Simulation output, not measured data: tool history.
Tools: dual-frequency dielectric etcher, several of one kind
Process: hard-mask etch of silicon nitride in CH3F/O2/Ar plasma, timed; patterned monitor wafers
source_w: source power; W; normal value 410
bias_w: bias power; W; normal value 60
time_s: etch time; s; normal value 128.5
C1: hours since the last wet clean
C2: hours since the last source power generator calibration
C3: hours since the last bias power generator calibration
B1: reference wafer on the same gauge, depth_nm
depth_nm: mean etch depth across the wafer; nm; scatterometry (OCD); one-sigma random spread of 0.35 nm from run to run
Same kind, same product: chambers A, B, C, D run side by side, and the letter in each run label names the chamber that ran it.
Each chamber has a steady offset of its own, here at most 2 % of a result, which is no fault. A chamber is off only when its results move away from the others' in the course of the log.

{"run": "1B", "day": 0.396, "source_w": 410, "bias_w": 60, "time_s": 128.5, "C1": 434.8, "C2": 120.1, "C3": 2399.7, "B1": 96.407, "depth_nm": 87.519}
{"run": "2C", "day": 0.725, "source_w": 410, "bias_w": 60, "time_s": 128.5, "C1": 271.6, "C2": 3614.7, "C3": 407.7, "B1": 96.48, "depth_nm": 85.415}
{"run": "3A", "day": 1.188, "source_w": 410, "bias_w": 60, "time_s": 128.5, "C1": 539.8, "C2": 731.1, "C3": 677, "B1": 96.302, "depth_nm": 85.572}
{"run": "4D", "day": 1.496, "source_w": 410, "bias_w": 60, "time_s": 128.5, "C1": 250.8, "C2": 837.4, "C3": 4406.2, "B1": 96.51, "depth_nm": 86.225}
{"run": "5B", "day": 2.021, "source_w": 410, "bias_w": 60, "time_s": 128.5, "C1": 473.8, "C2": 159.1, "C3": 2438.7, "B1": 96.475, "depth_nm": 87.391}
{"run": "6C", "day": 2.429, "source_w": 480, "bias_w": 60, "time_s": 148.5, "C1": 312.5, "C2": 3655.6, "C3": 448.6, "B1": 96.424, "depth_nm": 104.31}
{"run": "7A", "day": 2.829, "source_w": 480, "bias_w": 60, "time_s": 148.5, "C1": 579.2, "C2": 770.5, "C3": 716.4, "B1": 96.399, "depth_nm": 105.51}
{"run": "8D", "day": 3.292, "source_w": 480, "bias_w": 60, "time_s": 148.5, "C1": 293.9, "C2": 880.5, "C3": 4449.3, "B1": 96.385, "depth_nm": 105.91}
{"day": 3.512, "done": "chamber A: wet clean of the chamber"}
{"run": "9D", "day": 3.55, "source_w": 480, "bias_w": 60, "time_s": 148.5, "C1": 300.1, "C2": 886.7, "C3": 4455.5, "B1": 96.316, "depth_nm": 106.36}
{"run": "10A", "day": 3.95, "source_w": 410, "bias_w": 60, "time_s": 128.5, "C1": 10.5, "C2": 797.4, "C3": 743.3, "B1": 96.382, "depth_nm": 85}
{"run": "11B", "day": 4.404, "source_w": 410, "bias_w": 60, "time_s": 155, "C1": 531, "C2": 216.3, "C3": 2495.9, "B1": 96.473, "depth_nm": 104.41}
{"run": "12C", "day": 4.771, "source_w": 410, "bias_w": 60, "time_s": 155, "C1": 368.7, "C2": 3711.8, "C3": 504.8, "B1": 96.453, "depth_nm": 102.27}
{"run": "13C", "day": 5.067, "source_w": 410, "bias_w": 60, "time_s": 155, "C1": 375.8, "C2": 3718.9, "C3": 511.9, "B1": 96.496, "depth_nm": 102.13}
{"day": 5.271, "done": "chamber D: bias power generator calibrated"}
{"run": "14B", "day": 5.404, "source_w": 410, "bias_w": 60, "time_s": 155, "C1": 555, "C2": 240.3, "C3": 2519.9, "B1": 96.429, "depth_nm": 105.16}
{"day": 5.675, "done": "chamber B: wet clean of the chamber"}
{"run": "15A", "day": 5.883, "source_w": 410, "bias_w": 60, "time_s": 128.5, "C1": 56.9, "C2": 843.8, "C3": 789.7, "B1": 96.411, "depth_nm": 86.634}
{"run": "16D", "day": 6.35, "source_w": 410, "bias_w": 60, "time_s": 128.5, "C1": 367.3, "C2": 953.9, "C3": 25.9, "B1": 96.391, "depth_nm": 85.872}
{"day": 6.433, "done": "chamber D: wet clean of the chamber"}
{"run": "17C", "day": 6.862, "source_w": 410, "bias_w": 60, "time_s": 128.5, "C1": 418.9, "C2": 3762, "C3": 555, "B1": 96.322, "depth_nm": 84.785}
{"run": "18A", "day": 7.208, "source_w": 410, "bias_w": 60, "time_s": 128.5, "C1": 88.7, "C2": 875.6, "C3": 821.5, "B1": 96.315, "depth_nm": 85.939}
{"run": "19B", "day": 7.617, "source_w": 410, "bias_w": 60, "time_s": 128.5, "C1": 46.7, "C2": 293.4, "C3": 2573, "B1": 96.343, "depth_nm": 83.684}
{"run": "20D", "day": 8.004, "source_w": 410, "bias_w": 60, "time_s": 128.5, "C1": 37.7, "C2": 993.6, "C3": 65.6, "B1": 96.375, "depth_nm": 86.473}
{"run": "21C", "day": 8.379, "source_w": 410, "bias_w": 60, "time_s": 128.5, "C1": 455.3, "C2": 3798.4, "C3": 591.4, "B1": 96.426, "depth_nm": 85.365}
{"run": "22B", "day": 8.825, "source_w": 410, "bias_w": 60, "time_s": 128.5, "C1": 75.7, "C2": 322.4, "C3": 2602, "B1": 96.474, "depth_nm": 84.052}
{"day": 8.846, "done": "chamber C: wet clean of the chamber"}
{"run": "23D", "day": 9.233, "source_w": 410, "bias_w": 60, "time_s": 128.5, "C1": 67.2, "C2": 1023.1, "C3": 95.1, "B1": 96.451, "depth_nm": 86.12}
{"run": "24A", "day": 9.733, "source_w": 410, "bias_w": 60, "time_s": 128.5, "C1": 149.3, "C2": 936.2, "C3": 882.1, "B1": 96.33, "depth_nm": 85.676}
{"run": "25B", "day": 10.075, "source_w": 410, "bias_w": 60, "time_s": 128.5, "C1": 105.7, "C2": 352.4, "C3": 2632, "B1": 96.383, "depth_nm": 83.124}
{"run": "26C", "day": 10.338, "source_w": 410, "bias_w": 60, "time_s": 128.5, "C1": 35.9, "C2": 3845.4, "C3": 638.4, "B1": 96.385, "depth_nm": 84.875}
{"run": "27D", "day": 10.846, "source_w": 410, "bias_w": 60, "time_s": 128.5, "C1": 105.9, "C2": 1061.8, "C3": 133.8, "B1": 96.412, "depth_nm": 86.024}
{"run": "28A", "day": 11.133, "source_w": 370, "bias_w": 60, "time_s": 91, "C1": 182.9, "C2": 969.8, "C3": 915.7, "B1": 96.353, "depth_nm": 58.13}

Is one chamber off against the others, does the gauge drift, or is nothing wrong? If a chamber is off, say which, and what the likeliest cause is.

The work done on chamber B during a service left it standing apart from the others.
Cause: etch rate under this chamber's usual, % = 3.81.

Which of the 4 candidates below, each the usual settings with something changed and its results left as question marks, puts chamber B back in line with what the other chambers give on the usual settings?
In line here means within this much of the mean the other chambers give on the usual settings: depth_nm 1.2 nm
{"run": "29B-1", "day": 11.508, "source_w": 410, "bias_w": 61, "time_s": 133.5, "depth_nm": "?"}
{"run": "29B-2", "day": 11.508, "source_w": 410, "bias_w": 59, "time_s": 123.5, "depth_nm": "?"}
{"run": "29B-3", "day": 11.508, "source_w": 410, "bias_w": 60, "time_s": 126, "depth_nm": "?"}
{"run": "29B-4", "day": 11.508, "source_w": 420, "bias_w": 62, "time_s": 128.5, "depth_nm": "?"}

Usual-settings mean across the other chambers: depth_nm 85.563 nm
run=29B-1 depth_nm=87.264
run=29B-2 depth_nm=79.85
run=29B-3 depth_nm=81.916
run=29B-4 depth_nm=85.227
With 29B-4, the chamber falls back in line with the rest.
